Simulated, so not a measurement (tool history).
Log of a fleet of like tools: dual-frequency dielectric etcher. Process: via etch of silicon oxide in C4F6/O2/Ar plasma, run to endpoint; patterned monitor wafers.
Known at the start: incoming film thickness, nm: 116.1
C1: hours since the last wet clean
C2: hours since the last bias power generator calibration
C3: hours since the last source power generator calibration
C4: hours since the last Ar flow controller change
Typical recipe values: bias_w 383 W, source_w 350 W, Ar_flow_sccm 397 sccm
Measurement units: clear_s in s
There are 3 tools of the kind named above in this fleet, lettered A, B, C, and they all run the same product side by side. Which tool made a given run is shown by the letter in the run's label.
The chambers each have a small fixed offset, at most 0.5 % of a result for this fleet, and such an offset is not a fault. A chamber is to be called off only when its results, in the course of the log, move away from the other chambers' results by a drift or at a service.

Run 1A, hour 6.1: usual settings; C1 317.7; C2 2354.1; C3 1232.8; C4 1418. Result: clear_s 30.885 s.
Run 2C, hour 13.4: usual settings; C1 17.6; C2 830.1; C3 4009.4; C4 3989.6. Result: clear_s 30.357 s.
Run 3B, hour 20.8: usual settings; C1 518.1; C2 2785.4; C3 919.8; C4 639.6. Result: clear_s 30.649 s.
Run 4A, hour 26.3: usual settings; C1 337.9; C2 2374.3; C3 1253; C4 1438.2. Result: clear_s 30.694 s.
Run 5B, hour 33.9: usual settings; C1 531.2; C2 2798.5; C3 932.9; C4 652.7. Result: clear_s 30.566 s.
Run 6C, hour 38: usual settings; C1 42.2; C2 854.7; C3 4034; C4 4014.2. Result: clear_s 30.671 s.
Run 7C, hour 43.2: usual settings; C1 47.4; C2 859.9; C3 4039.2; C4 4019.4. Result: clear_s 30.667 s.
Run 8B, hour 47.1: usual settings; C1 544.4; C2 2811.7; C3 946.1; C4 665.9. Result: clear_s 30.698 s.
Run 9A, hour 53.2: usual settings; C1 364.8; C2 2401.2; C3 1279.9; C4 1465.1. Result: clear_s 30.483 s.
Run 10A, hour 58.9: usual settings but bias_w 320 W, source_w 300 W; C1 370.5; C2 2406.9; C3 1285.6; C4 1470.8. Result: clear_s 34.683 s.
Run 11B, hour 65.9: usual settings but bias_w 320 W, source_w 300 W; C1 563.2; C2 2830.5; C3 964.9; C4 684.7. Result: clear_s 34.379 s.
Run 12C, hour 69.9: usual settings but bias_w 320 W, source_w 300 W; C1 74.1; C2 886.6; C3 4065.9; C4 4046.1. Result: clear_s 34.094 s.
Run 13A, hour 75.3: usual settings; C1 386.9; C2 2423.3; C3 1302; C4 1487.2. Result: clear_s 30.96 s.
Run 14B, hour 81.7: usual settings; C1 579; C2 2846.3; C3 980.7; C4 700.5. Result: clear_s 30.83 s.
Run 15C, hour 87.4: usual settings; C1 91.6; C2 904.1; C3 4083.4; C4 4063.6. Result: clear_s 30.603 s.
Run 16A, hour 93.1: usual settings; C1 404.7; C2 2441.1; C3 1319.8; C4 1505. Result: clear_s 30.466 s.
At hour 97.7: chamber B: wet clean of the chamber.
Run 17C, hour 98.3: usual settings; C1 102.5; C2 915; C3 4094.3; C4 4074.5. Result: clear_s 30.79 s.
Run 18B, hour 104.8: usual settings; C1 7.1; C2 2869.4; C3 1003.8; C4 723.6. Result: clear_s 32.245 s.
Run 19A, hour 108.6: usual settings; C1 420.2; C2 2456.6; C3 1335.3; C4 1520.5. Result: clear_s 30.516 s.
Run 20C, hour 112.7: usual settings; C1 116.9; C2 929.4; C3 4108.7; C4 4088.9. Result: clear_s 30.568 s.
Run 21B, hour 119.1: usual settings; C1 21.4; C2 2883.7; C3 1018.1; C4 737.9. Result: clear_s 32.258 s.
Run 22A, hour 125: usual settings; C1 436.6; C2 2473; C3 1351.7; C4 1536.9. Result: clear_s 30.8 s.
Run 23C, hour 130.8: usual settings but Ar_flow_sccm 461 sccm; C1 135; C2 947.5; C3 4126.8; C4 4107. Result: clear_s 31.144 s.
Run 24B, hour 138.2: usual settings but Ar_flow_sccm 461 sccm; C1 40.5; C2 2902.8; C3 1037.2; C4 757. Result: clear_s 32.554 s.
Run 25B, hour 143.9: usual settings but Ar_flow_sccm 461 sccm; C1 46.2; C2 2908.5; C3 1042.9; C4 762.7. Result: clear_s 32.745 s.
Run 26A, hour 151.1: usual settings; C1 462.7; C2 2499.1; C3 1377.8; C4 1563. Result: clear_s 30.695 s.
Run 27C, hour 156.3: usual settings; C1 160.5; C2 973; C3 4152.3; C4 4132.5. Result: clear_s 30.415 s.
Run 28C, hour 161: usual settings but source_w 420 W, Ar_flow_sccm 476 sccm; C1 165.2; C2 977.7; C3 4157; C4 4137.2. Result: clear_s 29.132 s.
Run 29A, hour 168.1: usual settings but source_w 420 W, Ar_flow_sccm 476 sccm; C1 479.7; C2 2516.1; C3 1394.8; C4 1580. Result: clear_s 29.228 s.
Run 30B, hour 176.5: usual settings but source_w 420 W, Ar_flow_sccm 476 sccm; C1 78.8; C2 2941.1; C3 1075.5; C4 795.3. Result: clear_s 30.26 s.
Run 31C, hour 181.8: usual settings; C1 186; C2 998.5; C3 4177.8; C4 4158. Result: clear_s 30.46 s.
Run 32A, hour 187.9: usual settings; C1 499.5; C2 2535.9; C3 1414.6; C4 1599.8. Result: clear_s 30.553 s.
Run 33B, hour 195.8: usual settings; C1 98.1; C2 2960.4; C3 1094.8; C4 814.6. Result: clear_s 31.965 s.
Run 34A, hour 203.4: usual settings; C1 515; C2 2551.4; C3 1430.1; C4 1615.3. Result: clear_s 30.776 s.
Run 35C, hour 207.7: usual settings; C1 211.9; C2 1024.4; C3 4203.7; C4 4183.9. Result: clear_s 30.673 s.
Run 36B, hour 212.3: usual settings; C1 114.6; C2 2976.9; C3 1111.3; C4 831.1. Result: clear_s 32.334 s.
Run 37A, hour 218.3: usual settings; C1 529.9; C2 2566.3; C3 1445; C4 1630.2. Result: clear_s 30.504 s.
Run 38B, hour 226.4: usual settings; C1 128.7; C2 2991; C3 1125.4; C4 845.2. Result: clear_s 31.947 s.
Run 39C, hour 233.3: usual settings but source_w 420 W; C1 237.5; C2 1050; C3 4229.3; C4 4209.5. Result: clear_s 28.328 s.
Run 40A, hour 239.9: usual settings but source_w 420 W; C1 551.5; C2 2587.9; C3 1466.6; C4 1651.8. Result: clear_s 28.725 s.
Run 41B, hour 245.1: usual settings but source_w 420 W; C1 147.4; C2 3009.7; C3 1144.1; C4 863.9. Result: clear_s 29.811 s.
Run 42C, hour 249.7: usual settings but bias_w 454 W; C1 253.9; C2 1066.4; C3 4245.7; C4 4225.9. Result: clear_s 28.901 s.

The same settings go to every chamber for the next run, one line per chamber below. Forecast the results for each:
Run 43A, hour 255.8: usual settings. Result: clear_s ?.
Run 43B, hour 255.8: usual settings. Result: clear_s ?.
Run 43C, hour 255.8: usual settings. Result: clear_s ?.

run  clear_s
43A   30.818
43B   31.846
43C   30.708

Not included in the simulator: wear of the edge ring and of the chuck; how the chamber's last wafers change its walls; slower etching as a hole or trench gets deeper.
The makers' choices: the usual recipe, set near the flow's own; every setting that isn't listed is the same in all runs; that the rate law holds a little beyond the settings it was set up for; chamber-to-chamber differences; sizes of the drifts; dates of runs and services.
